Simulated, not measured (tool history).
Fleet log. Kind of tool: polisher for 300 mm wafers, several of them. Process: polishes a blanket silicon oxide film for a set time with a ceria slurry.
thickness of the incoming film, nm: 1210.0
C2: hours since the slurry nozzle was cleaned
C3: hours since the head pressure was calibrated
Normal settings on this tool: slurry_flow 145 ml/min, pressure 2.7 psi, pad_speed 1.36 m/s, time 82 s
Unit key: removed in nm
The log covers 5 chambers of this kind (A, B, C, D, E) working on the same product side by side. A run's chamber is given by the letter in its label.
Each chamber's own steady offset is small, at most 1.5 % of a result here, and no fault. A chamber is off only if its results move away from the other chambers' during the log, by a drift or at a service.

{"hour": 5.1, "done": "chamber C: worn pad replaced by a new one"}
{"run": "1D", "hour": 5.5, "slurry_flow": 145, "pressure": 2.7, "pad_speed": 1.36, "time": 82, "wafers polished on this pad": 797, "C2": 315.4, "C3": 204.2, "removed": 362.11}
{"run": "2B", "hour": 9.7, "slurry_flow": 145, "pressure": 2.7, "pad_speed": 1.36, "time": 82, "wafers polished on this pad": 973, "C2": 389.8, "C3": 366.3, "removed": 362.9}
{"run": "3C", "hour": 15.7, "slurry_flow": 145, "pressure": 2.7, "pad_speed": 1.36, "time": 82, "wafers polished on this pad": 106, "C2": 226, "C3": 294.8, "removed": 355.08}
{"run": "4E", "hour": 21.4, "slurry_flow": 145, "pressure": 2.7, "pad_speed": 1.36, "time": 82, "wafers polished on this pad": 700, "C2": 133.9, "C3": 244.2, "removed": 362.96}
{"run": "5A", "hour": 26.1, "slurry_flow": 145, "pressure": 2.7, "pad_speed": 1.36, "time": 82, "wafers polished on this pad": 646, "C2": 398.9, "C3": 564.3, "removed": 361.85}
{"hour": 28.5, "done": "chamber B: worn pad replaced by a new one"}
{"hour": 29.0, "done": "chamber D: slurry nozzle cleaned"}
{"run": "6D", "hour": 30.5, "slurry_flow": 115, "pressure": 2.7, "pad_speed": 1.36, "time": 105, "wafers polished on this pad": 1046, "C2": 1.6, "C3": 229.2, "removed": 440.52}
{"run": "7A", "hour": 33.8, "slurry_flow": 115, "pressure": 2.7, "pad_speed": 1.36, "time": 105, "wafers polished on this pad": 723, "C2": 406.6, "C3": 572, "removed": 436.1}
{"run": "8C", "hour": 37.7, "slurry_flow": 115, "pressure": 2.7, "pad_speed": 1.36, "time": 105, "wafers polished on this pad": 325, "C2": 248, "C3": 316.8, "removed": 434.95}
{"run": "9B", "hour": 42.4, "slurry_flow": 115, "pressure": 2.7, "pad_speed": 1.36, "time": 105, "wafers polished on this pad": 139, "C2": 422.5, "C3": 399, "removed": 440.06}
{"hour": 44.2, "done": "chamber A: worn pad replaced by a new one"}
{"run": "10E", "hour": 46.9, "slurry_flow": 115, "pressure": 2.7, "pad_speed": 1.36, "time": 105, "wafers polished on this pad": 954, "C2": 159.4, "C3": 269.7, "removed": 433.05}
{"run": "11D", "hour": 52.1, "slurry_flow": 145, "pressure": 2.7, "pad_speed": 1.36, "time": 82, "wafers polished on this pad": 1261, "C2": 23.2, "C3": 250.8, "removed": 360.43}
{"run": "12B", "hour": 56.3, "slurry_flow": 145, "pressure": 2.7, "pad_speed": 1.36, "time": 82, "wafers polished on this pad": 277, "C2": 436.4, "C3": 412.9, "removed": 362.99}
{"run": "13C", "hour": 59.1, "slurry_flow": 145, "pressure": 2.7, "pad_speed": 1.36, "time": 82, "wafers polished on this pad": 538, "C2": 269.4, "C3": 338.2, "removed": 366.34}
{"run": "14E", "hour": 64.0, "slurry_flow": 145, "pressure": 2.7, "pad_speed": 1.36, "time": 82, "wafers polished on this pad": 1124, "C2": 176.5, "C3": 286.8, "removed": 359.87}
{"hour": 67.7, "done": "chamber E: worn pad replaced by a new one"}
{"run": "15A", "hour": 68.5, "slurry_flow": 145, "pressure": 2.7, "pad_speed": 1.36, "time": 82, "wafers polished on this pad": 242, "C2": 441.3, "C3": 606.7, "removed": 355.93}
{"run": "16B", "hour": 73.6, "slurry_flow": 145, "pressure": 2.7, "pad_speed": 1.36, "time": 82, "wafers polished on this pad": 450, "C2": 453.7, "C3": 430.2, "removed": 360.62}
{"hour": 74.5, "done": "chamber C: worn pad replaced by a new one"}
{"run": "17E", "hour": 78.8, "slurry_flow": 145, "pressure": 2.7, "pad_speed": 1.36, "time": 82, "wafers polished on this pad": 110, "C2": 191.3, "C3": 301.6, "removed": 361.89}
{"hour": 81.6, "done": "chamber A: head pressure recalibrated"}
{"hour": 83.3, "done": "chamber D: worn pad replaced by a new one"}
{"run": "18D", "hour": 83.3, "slurry_flow": 145, "pressure": 2.7, "pad_speed": 1.36, "time": 66, "wafers polished on this pad": 0, "C2": 54.4, "C3": 282, "removed": 288.77}
{"run": "19A", "hour": 86.3, "slurry_flow": 145, "pressure": 2.7, "pad_speed": 1.36, "time": 66, "wafers polished on this pad": 419, "C2": 459.1, "C3": 4.7, "removed": 254.21}
{"hour": 90.8, "done": "chamber A: slurry nozzle cleaned"}
{"run": "20C", "hour": 91.5, "slurry_flow": 145, "pressure": 2.7, "pad_speed": 1.36, "time": 66, "wafers polished on this pad": 170, "C2": 301.8, "C3": 370.6, "removed": 283.29}
{"run": "21A", "hour": 95.4, "slurry_flow": 145, "pressure": 2.7, "pad_speed": 1.36, "time": 66, "wafers polished on this pad": 510, "C2": 4.6, "C3": 13.8, "removed": 262.52}
{"run": "22C", "hour": 100.0, "slurry_flow": 145, "pressure": 2.7, "pad_speed": 1.36, "time": 66, "wafers polished on this pad": 254, "C2": 310.3, "C3": 379.1, "removed": 279.84}
{"run": "23D", "hour": 106.2, "slurry_flow": 130, "pressure": 2.7, "pad_speed": 1.54, "time": 82, "wafers polished on this pad": 228, "C2": 77.3, "C3": 304.9, "removed": 394.98}
{"run": "24E", "hour": 108.9, "slurry_flow": 130, "pressure": 2.7, "pad_speed": 1.54, "time": 82, "wafers polished on this pad": 410, "C2": 221.4, "C3": 331.7, "removed": 402.64}
{"run": "25B", "hour": 113.9, "slurry_flow": 130, "pressure": 2.7, "pad_speed": 1.54, "time": 82, "wafers polished on this pad": 851, "C2": 494, "C3": 470.5, "removed": 398.16}
{"run": "26D", "hour": 120.1, "slurry_flow": 130, "pressure": 2.7, "pad_speed": 1.54, "time": 82, "wafers polished on this pad": 367, "C2": 91.2, "C3": 318.8, "removed": 409.91}
{"run": "27A", "hour": 125.5, "slurry_flow": 130, "pressure": 2.7, "pad_speed": 1.54, "time": 82, "wafers polished on this pad": 810, "C2": 34.7, "C3": 43.9, "removed": 356.83}
{"run": "28C", "hour": 129.8, "slurry_flow": 145, "pressure": 2.7, "pad_speed": 1.36, "time": 82, "wafers polished on this pad": 551, "C2": 340.1, "C3": 408.9, "removed": 362.46}
{"hour": 130.5, "done": "chamber A: worn pad replaced by a new one"}
{"run": "29B", "hour": 133.4, "slurry_flow": 145, "pressure": 2.7, "pad_speed": 1.36, "time": 82, "wafers polished on this pad": 1045, "C2": 513.5, "C3": 490, "removed": 352.38}
{"run": "30E", "hour": 137.0, "slurry_flow": 145, "pressure": 2.7, "pad_speed": 1.36, "time": 82, "wafers polished on this pad": 690, "C2": 249.5, "C3": 359.8, "removed": 367.38}
{"hour": 140.7, "done": "chamber C: worn pad replaced by a new one"}
{"run": "31E", "hour": 142.7, "slurry_flow": 145, "pressure": 2.7, "pad_speed": 1.36, "time": 91, "wafers polished on this pad": 747, "C2": 255.2, "C3": 365.5, "removed": 397.89}
{"run": "32A", "hour": 145.7, "slurry_flow": 145, "pressure": 2.7, "pad_speed": 1.36, "time": 91, "wafers polished on this pad": 151, "C2": 54.9, "C3": 64.1, "removed": 358.44}
{"run": "33C", "hour": 149.6, "slurry_flow": 145, "pressure": 2.7, "pad_speed": 1.36, "time": 91, "wafers polished on this pad": 89, "C2": 359.9, "C3": 428.7, "removed": 400.1}

One chamber off, gauge drift, or nothing amiss beyond the chambers' own small offsets? If it is a chamber, which one, and what is the likeliest cause?

The work done on chamber A during a service left it standing apart from the others.
Most likely cause: head's pressure below its setpoint, % = 10.9.

Here are 4 candidates for chamber A's next run, each the usual settings with a change, their results left as question marks. Which one brings its results back in line with what the others give on the usual settings?
Allowed miss from the other chambers' usual-settings mean, per result, to count as in line: removed 18 nm
{"run": "34A-1", "hour": 154.0, "slurry_flow": 145, "pressure": 3, "pad_speed": 1.36, "time": 82, "removed": "?"}
{"run": "34A-2", "hour": 154.0, "slurry_flow": 145, "pressure": 2.7, "pad_speed": 1.36, "time": 83, "removed": "?"}
{"run": "34A-3", "hour": 154.0, "slurry_flow": 145, "pressure": 2.6, "pad_speed": 1.3, "time": 79, "removed": "?"}
{"run": "34A-4", "hour": 154.0, "slurry_flow": 145, "pressure": 2.7, "pad_speed": 1.36, "time": 80, "removed": "?"}

Other chambers, usual settings, mean: removed 358.9 nm
run=34A-1 removed=359.08
run=34A-2 removed=326.92
run=34A-3 removed=286.55
run=34A-4 removed=315.1
The answer is 34A-1, which returns the chamber to within the allowed miss of the others.

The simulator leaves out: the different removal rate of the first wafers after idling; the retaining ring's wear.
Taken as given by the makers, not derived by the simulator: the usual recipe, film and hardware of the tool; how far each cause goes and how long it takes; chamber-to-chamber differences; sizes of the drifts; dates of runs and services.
